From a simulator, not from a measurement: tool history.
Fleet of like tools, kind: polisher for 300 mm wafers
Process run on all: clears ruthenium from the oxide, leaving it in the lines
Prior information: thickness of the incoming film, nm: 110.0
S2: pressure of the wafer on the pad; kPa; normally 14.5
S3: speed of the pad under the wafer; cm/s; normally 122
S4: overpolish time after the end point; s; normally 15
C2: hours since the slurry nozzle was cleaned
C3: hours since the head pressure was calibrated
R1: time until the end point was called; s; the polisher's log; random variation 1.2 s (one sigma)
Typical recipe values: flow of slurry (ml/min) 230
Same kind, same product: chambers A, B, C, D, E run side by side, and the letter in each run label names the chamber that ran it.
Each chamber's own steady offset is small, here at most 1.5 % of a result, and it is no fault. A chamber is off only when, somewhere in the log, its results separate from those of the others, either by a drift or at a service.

run 1C hour=5.9 | flow_of_slurry_(ml/min)=230 S2=14.5 S3=122 S4=15 | wafers_polished_on_this_pad=601 C2=84.8 C3=219.6 | R1=81.947
-- hour=7.1 chamber A: worn pad replaced by a new one
run 2B hour=11.3 | flow_of_slurry_(ml/min)=230 S2=14.5 S3=122 S4=15 | wafers_polished_on_this_pad=164 C2=272.7 C3=141.3 | R1=80.694
-- hour=13.4 chamber C: worn pad replaced by a new one
run 3A hour=15.2 | flow_of_slurry_(ml/min)=230 S2=14.5 S3=122 S4=15 | wafers_polished_on_this_pad=82 C2=208.1 C3=253.7 | R1=79.692
-- hour=15.8 chamber E: worn pad replaced by a new one
run 4D hour=21.7 | flow_of_slurry_(ml/min)=230 S2=14.5 S3=122 S4=15 | wafers_polished_on_this_pad=1052 C2=383.7 C3=448.4 | R1=80.054
run 5E hour=28.6 | flow_of_slurry_(ml/min)=230 S2=12.4 S3=92 S4=15 | wafers_polished_on_this_pad=129 C2=152.5 C3=263.4 | R1=123.270
-- hour=33.2 chamber D: worn pad replaced by a new one
run 6E hour=34.5 | flow_of_slurry_(ml/min)=230 S2=12.4 S3=92 S4=15 | wafers_polished_on_this_pad=189 C2=158.4 C3=269.3 | R1=125.160
run 7B hour=39.3 | flow_of_slurry_(ml/min)=230 S2=12.4 S3=92 S4=15 | wafers_polished_on_this_pad=447 C2=300.7 C3=169.3 | R1=123.220
-- hour=42.7 chamber D: slurry nozzle cleaned
run 8D hour=44.7 | flow_of_slurry_(ml/min)=230 S2=12.4 S3=92 S4=15 | wafers_polished_on_this_pad=116 C2=2.0 C3=471.4 | R1=125.250
run 9C hour=52.0 | flow_of_slurry_(ml/min)=230 S2=12.4 S3=92 S4=15 | wafers_polished_on_this_pad=390 C2=130.9 C3=265.7 | R1=126.340
run 10A hour=60.3 | flow_of_slurry_(ml/min)=230 S2=14.5 S3=122 S4=15 | wafers_polished_on_this_pad=537 C2=253.2 C3=298.8 | R1=81.827
-- hour=61.7 chamber E: slurry nozzle cleaned
run 11C hour=68.4 | flow_of_slurry_(ml/min)=230 S2=14.5 S3=122 S4=15 | wafers_polished_on_this_pad=555 C2=147.3 C3=282.1 | R1=83.199
run 12D hour=76.3 | flow_of_slurry_(ml/min)=195 S2=14.5 S3=122 S4=15 | wafers_polished_on_this_pad=435 C2=33.6 C3=503.0 | R1=82.472
-- hour=79.8 chamber A: worn pad replaced by a new one
run 13A hour=85.2 | flow_of_slurry_(ml/min)=195 S2=14.5 S3=122 S4=15 | wafers_polished_on_this_pad=54 C2=278.1 C3=323.7 | R1=84.722
-- hour=88.4 chamber C: worn pad replaced by a new one
-- hour=88.5 chamber B: slurry nozzle cleaned
run 14B hour=91.2 | flow_of_slurry_(ml/min)=195 S2=14.5 S3=122 S4=15 | wafers_polished_on_this_pad=970 C2=2.7 C3=221.2 | R1=84.260
run 15E hour=97.8 | flow_of_slurry_(ml/min)=195 S2=14.5 S3=122 S4=15 | wafers_polished_on_this_pad=827 C2=36.2 C3=332.6 | R1=82.278
-- hour=101.9 chamber C: head pressure recalibrated
run 16C hour=104.4 | flow_of_slurry_(ml/min)=195 S2=14.5 S3=122 S4=15 | wafers_polished_on_this_pad=161 C2=183.3 C3=2.6 | R1=85.132
run 17A hour=111.3 | flow_of_slurry_(ml/min)=230 S2=14.5 S3=122 S4=15 | wafers_polished_on_this_pad=318 C2=304.2 C3=349.8 | R1=81.885
run 18E hour=119.3 | flow_of_slurry_(ml/min)=155 S2=14.5 S3=88 S4=15 | wafers_polished_on_this_pad=1044 C2=57.7 C3=354.1 | R1=118.810
run 19B hour=126.1 | flow_of_slurry_(ml/min)=155 S2=14.5 S3=88 S4=15 | wafers_polished_on_this_pad=1322 C2=37.6 C3=256.1 | R1=118.230
run 20D hour=130.6 | flow_of_slurry_(ml/min)=155 S2=14.5 S3=88 S4=15 | wafers_polished_on_this_pad=983 C2=87.9 C3=557.3 | R1=118.440
-- hour=131.3 chamber B: worn pad replaced by a new one
run 21E hour=137.4 | flow_of_slurry_(ml/min)=155 S2=14.5 S3=88 S4=15 | wafers_polished_on_this_pad=1227 C2=75.8 C3=372.2 | R1=118.760
run 22A hour=141.2 | flow_of_slurry_(ml/min)=155 S2=14.5 S3=88 S4=15 | wafers_polished_on_this_pad=619 C2=334.1 C3=379.7 | R1=121.070
run 23B hour=146.9 | flow_of_slurry_(ml/min)=230 S2=14.5 S3=122 S4=15 | wafers_polished_on_this_pad=157 C2=58.4 C3=276.9 | R1=80.578
-- hour=149.0 chamber E: worn pad replaced by a new one
-- hour=150.6 chamber C: worn pad replaced by a new one
-- hour=151.9 chamber A: worn pad replaced by a new one
run 24D hour=152.1 | flow_of_slurry_(ml/min)=230 S2=14.5 S3=122 S4=15 | wafers_polished_on_this_pad=1199 C2=109.4 C3=578.8 | R1=81.547
run 25C hour=160.3 | flow_of_slurry_(ml/min)=230 S2=14.5 S3=122 S4=15 | wafers_polished_on_this_pad=97 C2=239.2 C3=58.5 | R1=82.820
run 26C hour=167.6 | flow_of_slurry_(ml/min)=230 S2=14.5 S3=122 S4=15 | wafers_polished_on_this_pad=171 C2=246.5 C3=65.8 | R1=82.105
-- hour=171.7 chamber D: worn pad replaced by a new one
run 27B hour=173.2 | flow_of_slurry_(ml/min)=230 S2=14.5 S3=122 S4=15 | wafers_polished_on_this_pad=423 C2=84.7 C3=303.2 | R1=78.773
run 28A hour=177.5 | flow_of_slurry_(ml/min)=230 S2=14.5 S3=102 S4=15 | wafers_polished_on_this_pad=258 C2=370.4 C3=416.0 | R1=96.717
run 29E hour=182.5 | flow_of_slurry_(ml/min)=230 S2=14.5 S3=102 S4=15 | wafers_polished_on_this_pad=338 C2=120.9 C3=417.3 | R1=98.162
run 30D hour=187.3 | flow_of_slurry_(ml/min)=230 S2=14.5 S3=102 S4=15 | wafers_polished_on_this_pad=157 C2=144.6 C3=614.0 | R1=95.247
run 31D hour=195.4 | flow_of_slurry_(ml/min)=230 S2=14.5 S3=102 S4=15 | wafers_polished_on_this_pad=239 C2=152.7 C3=622.1 | R1=98.844
run 32A hour=202.1 | flow_of_slurry_(ml/min)=230 S2=14.5 S3=102 S4=15 | wafers_polished_on_this_pad=507 C2=395.0 C3=440.6 | R1=97.669
run 33B hour=206.9 | flow_of_slurry_(ml/min)=230 S2=14.5 S3=122 S4=15 | wafers_polished_on_this_pad=763 C2=118.4 C3=336.9 | R1=78.651
-- hour=213.6 chamber A: worn pad replaced by a new one
run 34E hour=214.4 | flow_of_slurry_(ml/min)=230 S2=14.5 S3=122 S4=15 | wafers_polished_on_this_pad=660 C2=152.8 C3=449.2 | R1=79.574
-- hour=217.1 chamber C: worn pad replaced by a new one
-- hour=217.7 chamber B: head pressure recalibrated
run 35C hour=219.9 | flow_of_slurry_(ml/min)=230 S2=14.5 S3=122 S4=15 | wafers_polished_on_this_pad=29 C2=298.8 C3=118.1 | R1=80.468
run 36A hour=226.7 | flow_of_slurry_(ml/min)=230 S2=14.5 S3=122 S4=15 | wafers_polished_on_this_pad=132 C2=419.6 C3=465.2 | R1=82.679
run 37D hour=233.2 | flow_of_slurry_(ml/min)=230 S2=14.5 S3=122 S4=15 | wafers_polished_on_this_pad=620 C2=190.5 C3=659.9 | R1=82.320
run 38C hour=240.3 | flow_of_slurry_(ml/min)=285 S2=10.3 S3=122 S4=15 | wafers_polished_on_this_pad=235 C2=319.2 C3=138.5 | R1=112.130
run 39B hour=248.3 | flow_of_slurry_(ml/min)=285 S2=10.3 S3=122 S4=15 | wafers_polished_on_this_pad=1180 C2=159.8 C3=30.7 | R1=112.660

Has any chamber moved away from the others, gradually or after a service, or does the common gauge drift, or do the chambers differ only by their own small steady offsets? State the chamber and the most likely cause if one applies.

Nothing is wrong: each chamber keeps only its own small, steady offset and the gauge holds still.
